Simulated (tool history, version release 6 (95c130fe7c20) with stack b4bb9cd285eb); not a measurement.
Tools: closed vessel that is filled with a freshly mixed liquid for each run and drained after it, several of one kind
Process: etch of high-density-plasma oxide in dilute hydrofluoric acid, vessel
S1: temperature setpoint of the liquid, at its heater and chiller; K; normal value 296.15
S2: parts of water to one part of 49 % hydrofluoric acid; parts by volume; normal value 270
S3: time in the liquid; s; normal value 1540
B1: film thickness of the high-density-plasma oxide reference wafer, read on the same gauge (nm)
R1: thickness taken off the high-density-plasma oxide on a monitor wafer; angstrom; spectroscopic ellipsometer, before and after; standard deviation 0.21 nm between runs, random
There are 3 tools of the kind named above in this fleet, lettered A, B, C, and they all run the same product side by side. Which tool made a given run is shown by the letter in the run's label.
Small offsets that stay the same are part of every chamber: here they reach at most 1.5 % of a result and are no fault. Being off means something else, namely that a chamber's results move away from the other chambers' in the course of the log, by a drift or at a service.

run 1B hour=3.4 | S1=296.15 S2=270 S3=1540 | B1=70.015 | R1=271.37
run 2A hour=7 | S1=296.15 S2=270 S3=1540 | B1=70.005 | R1=269.49
run 3C hour=10.6 | S1=296.15 S2=270 S3=1540 | B1=70.005 | R1=267.93
run 4B hour=13 | S1=296.15 S2=270 S3=1540 | B1=70.005 | R1=271.89
run 5A hour=16.1 | S1=296.15 S2=270 S3=1540 | B1=70.001 | R1=267.81
run 6C hour=18.7 | S1=296.15 S2=270 S3=1540 | B1=69.984 | R1=270.99
run 7A hour=21.9 | S1=296.15 S2=270 S3=1540 | B1=69.972 | R1=268.27
run 8B hour=25.9 | S1=296.15 S2=155 S3=1915 | B1=70.011 | R1=653.07
run 9C hour=27.8 | S1=296.15 S2=155 S3=1915 | B1=70.004 | R1=657.35
run 10A hour=31.8 | S1=296.15 S2=155 S3=1915 | B1=69.994 | R1=661.22
run 11C hour=33.7 | S1=296.15 S2=270 S3=1540 | B1=69.993 | R1=267.91
run 12B hour=35.9 | S1=296.15 S2=270 S3=1540 | B1=70.007 | R1=275.06
run 13C hour=38 | S1=296.15 S2=390 S3=1120 | B1=70.002 | R1=119.73
run 14B hour=40 | S1=296.15 S2=390 S3=1120 | B1=70.004 | R1=125.92
run 15A hour=42.7 | S1=296.15 S2=390 S3=1120 | B1=70.006 | R1=121.08
run 16C hour=46.5 | S1=296.15 S2=270 S3=1540 | B1=70.003 | R1=269.96
run 17B hour=49.1 | S1=296.15 S2=365 S3=1955 | B1=69.999 | R1=239.4
run 18A hour=51.9 | S1=296.15 S2=365 S3=1955 | B1=70.013 | R1=233.43
run 19A hour=55.2 | S1=296.15 S2=365 S3=1955 | B1=69.988 | R1=233.14
run 20B hour=58.8 | S1=298.15 S2=270 S3=2445 | B1=70.005 | R1=474.22
run 21C hour=61.4 | S1=298.15 S2=270 S3=2445 | B1=70.007 | R1=455.41
run 22A hour=65.3 | S1=298.15 S2=270 S3=2445 | B1=70.001 | R1=458.16
run 23B hour=67.9 | S1=296.15 S2=270 S3=1540 | B1=70.006 | R1=280.74
run 24C hour=70.2 | S1=296.15 S2=270 S3=1540 | B1=70.012 | R1=267.11
run 25C hour=72.6 | S1=296.15 S2=270 S3=1540 | B1=70.015 | R1=269.42
run 26B hour=75.4 | S1=296.15 S2=270 S3=1540 | B1=69.999 | R1=276.19

Next, all 3 chambers run the settings below, one line each with question marks for the results. What does each chamber give?
run 27A hour=78.4 | S1=296.15 S2=270 S3=1540 | R1=?
run 27B hour=78.4 | S1=296.15 S2=270 S3=1540 | R1=?
run 27C hour=78.4 | S1=296.15 S2=270 S3=1540 | R1=?

run=27A R1=265.41
run=27B R1=279.47
run=27C R1=266.8

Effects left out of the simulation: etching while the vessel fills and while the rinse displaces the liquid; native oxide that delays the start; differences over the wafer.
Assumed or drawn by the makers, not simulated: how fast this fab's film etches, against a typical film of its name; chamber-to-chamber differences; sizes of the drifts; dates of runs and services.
